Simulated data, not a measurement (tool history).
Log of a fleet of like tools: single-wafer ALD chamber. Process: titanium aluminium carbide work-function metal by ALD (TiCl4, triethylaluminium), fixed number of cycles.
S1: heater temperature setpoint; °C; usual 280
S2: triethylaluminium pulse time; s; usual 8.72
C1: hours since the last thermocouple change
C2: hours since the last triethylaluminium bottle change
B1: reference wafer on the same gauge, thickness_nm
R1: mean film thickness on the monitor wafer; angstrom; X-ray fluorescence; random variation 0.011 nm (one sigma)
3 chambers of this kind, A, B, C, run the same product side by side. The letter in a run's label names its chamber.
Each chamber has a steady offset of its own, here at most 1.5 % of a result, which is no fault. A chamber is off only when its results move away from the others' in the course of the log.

Run 1C, hour 4.0: usual settings; C1 374.5; C2 673.0; B1 1.5191. Result: R1 17.635 angstrom.
Run 2A, hour 7.5: usual settings; C1 450.2; C2 98.1; B1 1.5168. Result: R1 17.945 angstrom.
Run 3B, hour 10.0: usual settings; C1 64.7; C2 867.3; B1 1.5187. Result: R1 18.099 angstrom.
Run 4C, hour 12.4: usual settings; C1 382.9; C2 681.4; B1 1.5196. Result: R1 17.787 angstrom.
Run 5A, hour 16.1: usual settings; C1 458.8; C2 106.7; B1 1.5208. Result: R1 17.976 angstrom.
Run 6B, hour 20.0: usual settings; C1 74.7; C2 877.3; B1 1.5202. Result: R1 18.009 angstrom.
Run 7A, hour 21.9: usual settings; C1 464.6; C2 112.5; B1 1.5239. Result: R1 17.963 angstrom.
Run 8B, hour 25.8: usual settings; C1 80.5; C2 883.1; B1 1.5201. Result: R1 18.001 angstrom.
Run 9C, hour 28.5: usual settings; C1 399.0; C2 697.5; B1 1.5196. Result: R1 17.722 angstrom.
Run 10B, hour 32.5: usual settings; C1 87.2; C2 889.8; B1 1.5177. Result: R1 18.057 angstrom.
Run 11A, hour 36.2: usual settings; C1 478.9; C2 126.8; B1 1.5222. Result: R1 17.907 angstrom.
Run 12C, hour 39.4: usual settings; C1 409.9; C2 708.4; B1 1.5227. Result: R1 17.753 angstrom.
Run 13C, hour 43.7: usual settings; C1 414.2; C2 712.7; B1 1.5217. Result: R1 17.640 angstrom.
Run 14A, hour 46.6: usual settings; C1 489.3; C2 137.2; B1 1.5211. Result: R1 17.975 angstrom.
Run 15B, hour 50.2: usual settings; C1 104.9; C2 907.5; B1 1.5181. Result: R1 17.882 angstrom.
Run 16B, hour 53.8: usual settings; C1 108.5; C2 911.1; B1 1.5181. Result: R1 18.003 angstrom.
Run 17A, hour 56.8: usual settings; C1 499.5; C2 147.4; B1 1.5207. Result: R1 17.908 angstrom.
Run 18C, hour 58.8: usual settings; C1 429.3; C2 727.8; B1 1.5177. Result: R1 17.449 angstrom.
Run 19B, hour 61.1: usual settings; C1 115.8; C2 918.4; B1 1.5200. Result: R1 18.002 angstrom.
Run 20C, hour 65.2: usual settings; C1 435.7; C2 734.2; B1 1.5191. Result: R1 17.140 angstrom.
Run 21A, hour 69.1: usual settings; C1 511.8; C2 159.7; B1 1.5202. Result: R1 17.964 angstrom.
Run 22A, hour 72.4: usual settings; C1 515.1; C2 163.0; B1 1.5209. Result: R1 17.773 angstrom.
Run 23B, hour 74.4: usual settings; C1 129.1; C2 931.7; B1 1.5216. Result: R1 18.206 angstrom.
Run 24C, hour 76.7: usual settings but S1 289 °C, S2 11.06 s; C1 447.2; C2 745.7; B1 1.5209. Result: R1 18.735 angstrom.
Run 25A, hour 80.1: usual settings but S1 289 °C, S2 11.06 s; C1 522.8; C2 170.7; B1 1.5220. Result: R1 19.088 angstrom.
Run 26C, hour 83.6: usual settings but S1 289 °C, S2 11.06 s; C1 454.1; C2 752.6; B1 1.5223. Result: R1 18.518 angstrom.

Is one chamber off against the others, does the gauge drift, or is nothing wrong? If a chamber is off, say which, and what the likeliest cause is.

Chamber C drifts away from the others.
Cause: triethylaluminium dose below that of a fresh bottle (%) = 16.9.
The log may not tell that from: wafer temperature below the value expected at the setpoint (K).

Here are 4 candidates for chamber C's next run, each the usual settings with a change, their results left as question marks. Which one brings its results back in line with what the others give on the usual settings?
In line means no further than this from the other chambers' mean on the usual settings: R1 0.380 angstrom
Run 27C-1, hour 86.7: usual settings but S2 9.23 s. Result: R1 ?.
Run 27C-2, hour 86.7: usual settings but S1 276 °C, S2 7.48 s. Result: R1 ?.
Run 27C-3, hour 86.7: usual settings but S1 291 °C. Result: R1 ?.
Run 27C-4, hour 86.7: usual settings but S1 279 °C, S2 8.40 s. Result: R1 ?.

The other chambers' mean on the usual settings: R1 18.016 angstrom
  run      R1
27C-1  17.307
27C-2  16.134
27C-3  17.981
27C-4  16.871
27C-3 brings the chamber back in line.
